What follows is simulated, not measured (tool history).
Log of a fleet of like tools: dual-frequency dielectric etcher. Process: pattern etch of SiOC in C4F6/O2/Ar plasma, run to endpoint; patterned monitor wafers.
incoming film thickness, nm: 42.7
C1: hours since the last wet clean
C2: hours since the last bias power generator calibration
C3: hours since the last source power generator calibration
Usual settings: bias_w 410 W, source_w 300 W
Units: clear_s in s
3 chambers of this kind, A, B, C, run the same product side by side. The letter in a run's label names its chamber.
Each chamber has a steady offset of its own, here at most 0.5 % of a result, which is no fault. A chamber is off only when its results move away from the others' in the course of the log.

{"run": "1B", "hour": 5.8, "bias_w": 410, "source_w": 300, "C1": 520.2, "C2": 1888.1, "C3": 2615.6, "clear_s": 17.24}
{"run": "2A", "hour": 13.5, "bias_w": 410, "source_w": 300, "C1": 170.5, "C2": 3252.5, "C3": 2863.8, "clear_s": 17.18}
{"run": "3C", "hour": 22.9, "bias_w": 410, "source_w": 300, "C1": 388.1, "C2": 1960.6, "C3": 2899.8, "clear_s": 17.197}
{"hour": 26.9, "done": "chamber B: wet clean of the chamber"}
{"run": "4A", "hour": 30.2, "bias_w": 410, "source_w": 300, "C1": 187.2, "C2": 3269.2, "C3": 2880.5, "clear_s": 17.188}
{"run": "5B", "hour": 36.4, "bias_w": 410, "source_w": 240, "C1": 9.6, "C2": 1918.7, "C3": 2646.2, "clear_s": 18.733}
{"run": "6C", "hour": 46.6, "bias_w": 410, "source_w": 240, "C1": 411.8, "C2": 1984.3, "C3": 2923.5, "clear_s": 18.759}
{"run": "7B", "hour": 59.3, "bias_w": 410, "source_w": 240, "C1": 32.5, "C2": 1941.6, "C3": 2669.1, "clear_s": 18.745}
{"run": "8C", "hour": 70.2, "bias_w": 410, "source_w": 300, "C1": 435.4, "C2": 2007.9, "C3": 2947.1, "clear_s": 17.226}
{"run": "9A", "hour": 82.4, "bias_w": 410, "source_w": 300, "C1": 239.4, "C2": 3321.4, "C3": 2932.7, "clear_s": 17.119}
{"run": "10B", "hour": 89.9, "bias_w": 410, "source_w": 300, "C1": 63.1, "C2": 1972.2, "C3": 2699.7, "clear_s": 17.241}
{"run": "11C", "hour": 101.5, "bias_w": 410, "source_w": 300, "C1": 466.7, "C2": 2039.2, "C3": 2978.4, "clear_s": 17.151}
{"run": "12A", "hour": 110.4, "bias_w": 410, "source_w": 300, "C1": 267.4, "C2": 3349.4, "C3": 2960.7, "clear_s": 17.124}
{"run": "13C", "hour": 120.9, "bias_w": 410, "source_w": 300, "C1": 486.1, "C2": 2058.6, "C3": 2997.8, "clear_s": 17.288}
{"run": "14B", "hour": 130.3, "bias_w": 410, "source_w": 300, "C1": 103.5, "C2": 2012.6, "C3": 2740.1, "clear_s": 17.254}
{"run": "15A", "hour": 141.1, "bias_w": 410, "source_w": 300, "C1": 298.1, "C2": 3380.1, "C3": 2991.4, "clear_s": 17.155}
{"run": "16A", "hour": 147.4, "bias_w": 410, "source_w": 300, "C1": 304.4, "C2": 3386.4, "C3": 2997.7, "clear_s": 17.115}
{"run": "17C", "hour": 155.7, "bias_w": 410, "source_w": 300, "C1": 520.9, "C2": 2093.4, "C3": 3032.6, "clear_s": 17.306}
{"run": "18B", "hour": 166.2, "bias_w": 410, "source_w": 300, "C1": 139.4, "C2": 2048.5, "C3": 2776, "clear_s": 17.183}
{"run": "19A", "hour": 178.1, "bias_w": 410, "source_w": 300, "C1": 335.1, "C2": 3417.1, "C3": 3028.4, "clear_s": 17.15}
{"hour": 183.2, "done": "chamber C: wet clean of the chamber"}
{"run": "20C", "hour": 190.3, "bias_w": 410, "source_w": 300, "C1": 7.2, "C2": 2128, "C3": 3067.2, "clear_s": 16.877}
{"run": "21B", "hour": 198.5, "bias_w": 410, "source_w": 380, "C1": 171.7, "C2": 2080.8, "C3": 2808.3, "clear_s": 15.788}
{"run": "22C", "hour": 206.8, "bias_w": 410, "source_w": 380, "C1": 23.7, "C2": 2144.5, "C3": 3083.7, "clear_s": 15.541}
{"run": "23A", "hour": 219.5, "bias_w": 410, "source_w": 380, "C1": 376.5, "C2": 3458.5, "C3": 3069.8, "clear_s": 15.652}
{"run": "24B", "hour": 225.5, "bias_w": 410, "source_w": 300, "C1": 198.7, "C2": 2107.8, "C3": 2835.3, "clear_s": 17.15}
{"hour": 225.6, "done": "chamber B: source power generator calibrated"}
{"run": "25B", "hour": 232.5, "bias_w": 410, "source_w": 300, "C1": 205.7, "C2": 2114.8, "C3": 7, "clear_s": 17.207}
{"run": "26A", "hour": 243.3, "bias_w": 410, "source_w": 300, "C1": 400.3, "C2": 3482.3, "C3": 3093.6, "clear_s": 17.162}
{"run": "27C", "hour": 254.5, "bias_w": 327, "source_w": 300, "C1": 71.4, "C2": 2192.2, "C3": 3131.4, "clear_s": 18.295}
{"run": "28A", "hour": 264.1, "bias_w": 327, "source_w": 300, "C1": 421.1, "C2": 3503.1, "C3": 3114.4, "clear_s": 18.741}
{"run": "29B", "hour": 276.4, "bias_w": 327, "source_w": 300, "C1": 249.6, "C2": 2158.7, "C3": 50.9, "clear_s": 18.676}
{"run": "30C", "hour": 287.1, "bias_w": 410, "source_w": 300, "C1": 104, "C2": 2224.8, "C3": 3164, "clear_s": 16.942}
{"run": "31A", "hour": 293.7, "bias_w": 410, "source_w": 300, "C1": 450.7, "C2": 3532.7, "C3": 3144, "clear_s": 17.16}
{"run": "32C", "hour": 304.8, "bias_w": 443, "source_w": 240, "C1": 121.7, "C2": 2242.5, "C3": 3181.7, "clear_s": 17.759}
{"run": "33B", "hour": 315.7, "bias_w": 443, "source_w": 240, "C1": 288.9, "C2": 2198, "C3": 90.2, "clear_s": 18.228}
{"run": "34A", "hour": 327.8, "bias_w": 443, "source_w": 240, "C1": 484.8, "C2": 3566.8, "C3": 3178.1, "clear_s": 18.182}
{"run": "35B", "hour": 335.8, "bias_w": 410, "source_w": 300, "C1": 309, "C2": 2218.1, "C3": 110.3, "clear_s": 17.231}
{"run": "36C", "hour": 345.6, "bias_w": 410, "source_w": 300, "C1": 162.5, "C2": 2283.3, "C3": 3222.5, "clear_s": 16.934}
{"run": "37B", "hour": 358.1, "bias_w": 410, "source_w": 300, "C1": 331.3, "C2": 2240.4, "C3": 132.6, "clear_s": 17.229}
{"run": "38A", "hour": 366.7, "bias_w": 410, "source_w": 300, "C1": 523.7, "C2": 3605.7, "C3": 3217, "clear_s": 17.159}
{"run": "39C", "hour": 377.7, "bias_w": 410, "source_w": 300, "C1": 194.6, "C2": 2315.4, "C3": 3254.6, "clear_s": 16.795}
{"run": "40C", "hour": 387.4, "bias_w": 410, "source_w": 300, "C1": 204.3, "C2": 2325.1, "C3": 3264.3, "clear_s": 16.84}
{"run": "41A", "hour": 399.4, "bias_w": 365, "source_w": 230, "C1": 556.4, "C2": 3638.4, "C3": 3249.7, "clear_s": 19.669}

Is one chamber off against the others, does the gauge drift, or is nothing wrong? If a chamber is off, say which, and what the likeliest cause is.

A service left chamber C off against the others.
Cause: etch rate over this chamber's usual, % = 1.95.

Here are 4 candidates for chamber C's next run, each the usual settings with a change, their results left as question marks. Which one brings its results back in line with what the others give on the usual settings?
In line means no further than this from the other chambers' mean on the usual settings: clear_s 0.2 s
{"run": "42C-1", "hour": 408.9, "bias_w": 410, "source_w": 330, "clear_s": "?"}
{"run": "42C-2", "hour": 408.9, "bias_w": 410, "source_w": 270, "clear_s": "?"}
{"run": "42C-3", "hour": 408.9, "bias_w": 419, "source_w": 310, "clear_s": "?"}
{"run": "42C-4", "hour": 408.9, "bias_w": 392, "source_w": 300, "clear_s": "?"}

The other chambers' mean on the usual settings: clear_s 17.179 s
run=42C-1 clear_s=16.331
run=42C-2 clear_s=17.586
run=42C-3 clear_s=16.578
run=42C-4 clear_s=17.202
42C-4 brings the chamber back in line.

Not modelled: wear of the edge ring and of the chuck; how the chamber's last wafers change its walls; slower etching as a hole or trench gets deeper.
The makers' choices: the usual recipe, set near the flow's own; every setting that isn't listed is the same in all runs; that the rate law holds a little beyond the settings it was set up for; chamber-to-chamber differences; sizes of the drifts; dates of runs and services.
